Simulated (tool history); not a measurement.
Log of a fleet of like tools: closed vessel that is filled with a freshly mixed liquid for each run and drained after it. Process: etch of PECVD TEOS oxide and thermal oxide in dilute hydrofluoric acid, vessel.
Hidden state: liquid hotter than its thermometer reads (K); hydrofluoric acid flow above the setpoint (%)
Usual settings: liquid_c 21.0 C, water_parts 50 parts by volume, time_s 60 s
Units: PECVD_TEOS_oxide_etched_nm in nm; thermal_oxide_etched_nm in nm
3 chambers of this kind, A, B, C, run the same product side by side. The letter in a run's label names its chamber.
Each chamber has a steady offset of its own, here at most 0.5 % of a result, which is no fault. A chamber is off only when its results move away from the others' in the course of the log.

run   hour  liquid_c  water_parts  time_s  hours since the thermometer was replaced  hours since the hydrofluoric acid flow meter was replaced  read-back film thickness of the PECVD TEOS oxide reference wafer, read on the same gauge (nm)  read-back film thickness of the thermal oxide reference wafer, read on the same gauge (nm)  PECVD_TEOS_oxide_etched_nm  thermal_oxide_etched_nm
 1C    9.2      21.0           50      60                                     661.4                                                      686.8                                                                                         119.98                                                                                      39.974                      29.237                   5.2455
 2B   23.3      21.0           50      60                                     494.1                                                      194.4                                                                                         120.01                                                                                      40.009                      29.383                   5.1714
 3A   32.4      21.0           50      60                                     423.8                                                     1316.1                                                                                         120.01                                                                                      40.000                      29.084                   5.1867
 4A   42.9      21.0           50      60                                     434.3                                                     1326.6                                                                                         119.98                                                                                      40.013                      29.411                   5.2354
 5B   53.9      21.0           50      90                                     524.7                                                      225.0                                                                                         119.98                                                                                      39.981                      44.150                   7.7118
 6C   61.0      21.0           50      90                                     713.2                                                      738.6                                                                                         120.01                                                                                      40.011                      43.835                   7.8465
 7C   75.2      21.0           50      90                                     727.4                                                      752.8                                                                                         120.01                                                                                      39.988                      44.077                   7.7788
 8A   82.3      21.0           50      60                                     473.7                                                     1366.0                                                                                         120.02                                                                                      40.028                      29.352                   5.2084
 9B   95.5      21.0           60      85                                     566.3                                                      266.6                                                                                         120.00                                                                                      40.018                      34.326                   6.0966
10A  109.8      21.0           60      85                                     501.2                                                     1393.5                                                                                         120.00                                                                                      39.981                      34.213                   6.1465
11C  124.4      21.0           60      85                                     776.6                                                      802.0                                                                                         120.00                                                                                      39.957                      33.912                   6.1119
12B  137.2      21.0           50      60                                     608.0                                                      308.3                                                                                         119.98                                                                                      40.018                      29.476                   5.1090
13C  149.3      24.0           50      85                                     801.5                                                      826.9                                                                                         119.99                                                                                      39.963                      47.171                   8.3326
14A  162.0      24.0           50      85                                     553.4                                                     1445.7                                                                                         120.00                                                                                      39.993                      47.109                   8.2950
15B  176.0      24.0           50      85                                     646.8                                                      347.1                                                                                         119.99                                                                                      39.985                      47.180                   8.3345
16B  187.1      21.0           50      60                                     657.9                                                      358.2                                                                                         120.01                                                                                      39.994                      29.455                   5.1905
     194.8  -- chamber C: thermometer replaced
17C  196.7      21.0           50      60                                       1.9                                                      874.3                                                                                         120.01                                                                                      40.030                      29.431                   5.2664
18A  205.0      21.0           50      60                                     596.4                                                     1488.7                                                                                         120.01                                                                                      40.046                      29.211                   5.1785
19A  211.5      21.0           50      60                                     602.9                                                     1495.2                                                                                         120.01                                                                                      39.990                      29.279                   5.2471
20B  224.7      21.0           50      60                                     695.5                                                      395.8                                                                                         119.99                                                                                      39.947                      29.439                   5.1763
21C  232.0      21.0           50      60                                      37.2                                                      909.6                                                                                         120.00                                                                                      40.016                      29.217                   5.2346
22A  238.6      21.0           50      60                                     630.0                                                     1522.3                                                                                         120.00                                                                                      39.991                      29.284                   5.2191
23C  249.4      21.0           50      60                                      54.6                                                      927.0                                                                                         119.99                                                                                      40.016                      29.143                   5.2508
24B  259.4      21.0           50      60                                     730.2                                                      430.5                                                                                         120.02                                                                                      39.974                      29.417                   5.1892
25A  266.5      21.0           50      60                                     657.9                                                     1550.2                                                                                         120.00                                                                                      40.014                      29.143                   5.2523
26C  281.2      21.0           50      60                                      86.4                                                      958.8                                                                                         119.99                                                                                      40.000                      29.333                   5.2488
27B  289.2      21.0           50      60                                     760.0                                                      460.3                                                                                         119.99                                                                                      40.012                      29.533                   5.2511
28B  301.2      21.0           50      60                                     772.0                                                      472.3                                                                                         119.99                                                                                      39.973                      29.387                   5.1585
29C  310.1      21.0           40      85                                     115.3                                                      987.7                                                                                         120.00                                                                                      40.017                      52.604                   9.3540
30A  324.6      21.0           40      85                                     716.0                                                     1608.3                                                                                         120.00                                                                                      39.964                      52.115                   9.1759
31A  337.2      21.0           40      85                                     728.6                                                     1620.9                                                                                         119.99                                                                                      40.021                      52.137                   9.1953
32C  348.0      21.0           50      60                                     153.2                                                     1025.6                                                                                         119.99                                                                                      39.971                      29.369                   5.2219
33B  359.8      17.5           50      60                                     830.6                                                      530.9                                                                                         119.99                                                                                      40.001                      25.253                   4.5252
34B  367.7      17.5           50      60                                     838.5                                                      538.8                                                                                         120.00                                                                                      39.994                      25.309                   4.4898
35C  378.9      17.5           50      60                                     184.1                                                     1056.5                                                                                         119.99                                                                                      39.976                      25.052                   4.5088
36A  386.6      21.0           50      60                                     778.0                                                     1670.3                                                                                         120.01                                                                                      40.024                      29.271                   5.1942
37A  393.2      17.5           30      60                                     784.6                                                     1676.9                                                                                         120.01                                                                                      39.989                      42.536                   7.6031
38C  404.7      17.5           30      60                                     209.9                                                     1082.3                                                                                         120.00                                                                                      39.989                      43.568                   7.6652

Is one chamber off against the others, does the gauge drift, or is nothing wrong? If a chamber is off, say which, and what the likeliest cause is.

No chamber stands off beyond its own small offset, and the gauge holds steady.
